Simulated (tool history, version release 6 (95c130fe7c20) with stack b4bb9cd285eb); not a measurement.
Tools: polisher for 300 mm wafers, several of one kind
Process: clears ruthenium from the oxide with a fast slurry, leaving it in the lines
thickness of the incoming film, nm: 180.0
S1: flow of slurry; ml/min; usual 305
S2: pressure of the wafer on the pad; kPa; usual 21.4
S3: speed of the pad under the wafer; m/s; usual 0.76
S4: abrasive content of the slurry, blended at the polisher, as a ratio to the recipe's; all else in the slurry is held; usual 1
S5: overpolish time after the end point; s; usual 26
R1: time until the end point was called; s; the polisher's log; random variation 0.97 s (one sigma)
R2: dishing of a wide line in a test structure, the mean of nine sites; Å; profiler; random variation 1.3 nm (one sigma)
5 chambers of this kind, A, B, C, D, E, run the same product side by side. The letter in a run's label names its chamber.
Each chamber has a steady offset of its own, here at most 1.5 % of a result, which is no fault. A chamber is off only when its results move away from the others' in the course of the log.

run	day	S1	S2	S3	S4	S5	R1	R2
1C	0.267	305	21.4	0.76	1	26	53.763	604.62
2A	0.604	305	21.4	0.76	1	26	55.277	605.64
3E	0.958	305	21.4	0.76	1	26	53.585	619.43
4D	1.412	305	21.4	0.76	1	26	53.979	590.64
# day 1.454: chamber A: slurry blender recalibrated
5B	1.85	305	21.4	0.76	1	26	55.161	634.48
# day 2.067: chamber B: worn pad replaced by a new one
6C	2.117	305	21.4	0.76	1	26	55.151	582.96
7D	2.35	305	21.4	0.76	1	26	53.883	602.68
# day 2.425: chamber E: slurry blender recalibrated
8E	2.729	305	21.4	0.76	1	26	52.535	591.9
9A	3.008	305	21.4	0.76	1	26	54.363	583.65
10B	3.25	305	21.4	0.76	1	26	54.176	611.34
11D	3.708	305	21.4	0.76	1	26	53.753	598.45
12E	3.925	245	21.4	0.9	1	26	45.43	672.13
# day 4.092: chamber E: slurry nozzle cleaned
# day 4.154: chamber B: slurry blender recalibrated
# day 4.171: chamber E: worn pad replaced by a new one
13B	4.388	245	21.4	0.9	1	26	47.451	690.29
# day 4.529: chamber A: head pressure recalibrated
# day 4.567: chamber D: head pressure recalibrated
14A	4.608	245	21.4	0.9	1	26	46.508	642.1
# day 4.625: chamber A: slurry nozzle cleaned
15C	4.996	245	21.4	0.9	1	26	48.899	683.12
# day 5.033: chamber C: slurry blender recalibrated
16D	5.312	245	21.4	0.9	1	26	47.463	661.05
# day 5.508: chamber D: slurry blender recalibrated
# day 5.621: chamber C: worn pad replaced by a new one
17C	5.646	305	21.4	0.76	1	26	55.314	597.04
18E	5.921	305	21.4	0.76	1	26	53.325	597.92
# day 5.933: chamber E: head pressure recalibrated
19B	6.15	305	26.9	0.88	1	26	36.789	785.16
20A	6.371	305	26.9	0.88	1	26	37.731	793.84
# day 6.458: chamber E: slurry blender recalibrated
21B	6.65	305	26.9	0.88	1	26	37.853	796.86
# day 6.788: chamber A: slurry blender recalibrated
# day 6.804: chamber A: worn pad replaced by a new one
22E	6.896	305	26.9	0.88	1	26	37.692	770.75
23C	7.262	305	26.9	0.88	1	26	37.711	792.74
# day 7.433: chamber B: worn pad replaced by a new one
24D	7.542	305	21.4	0.76	1	26	54.876	587.66
# day 7.583: chamber D: worn pad replaced by a new one
25A	7.804	305	21.4	0.76	1	26	54.352	598.45
26A	8.146	305	21.4	0.76	1	26	54.743	599.19
27B	8.6	305	21.4	0.76	1	26	54.791	593.6
28D	9.054	305	21.4	0.76	1	26	55.071	610.93
29E	9.279	305	21.4	0.76	1	26	55.06	599.98
30C	9.738	305	21.4	0.76	1	26	52.73	600.56
31D	9.95	305	21.4	0.76	1	26	53.268	595.82
32A	10.438	305	21.4	0.76	1	26	55.941	624.18
# day 10.642: chamber E: slurry blender recalibrated
# day 10.75: chamber E: worn pad replaced by a new one
33B	10.9	305	21.4	0.76	1	26	52.863	619.26
34E	11.325	305	21.4	0.76	1	26	53.709	594.1

What goes on in this fleet: one chamber off, a drifting gauge, or nothing beyond the chambers' own small offsets? Name the chamber and the cause, if any.

No chamber stands off beyond its own small offset, and the gauge holds steady.
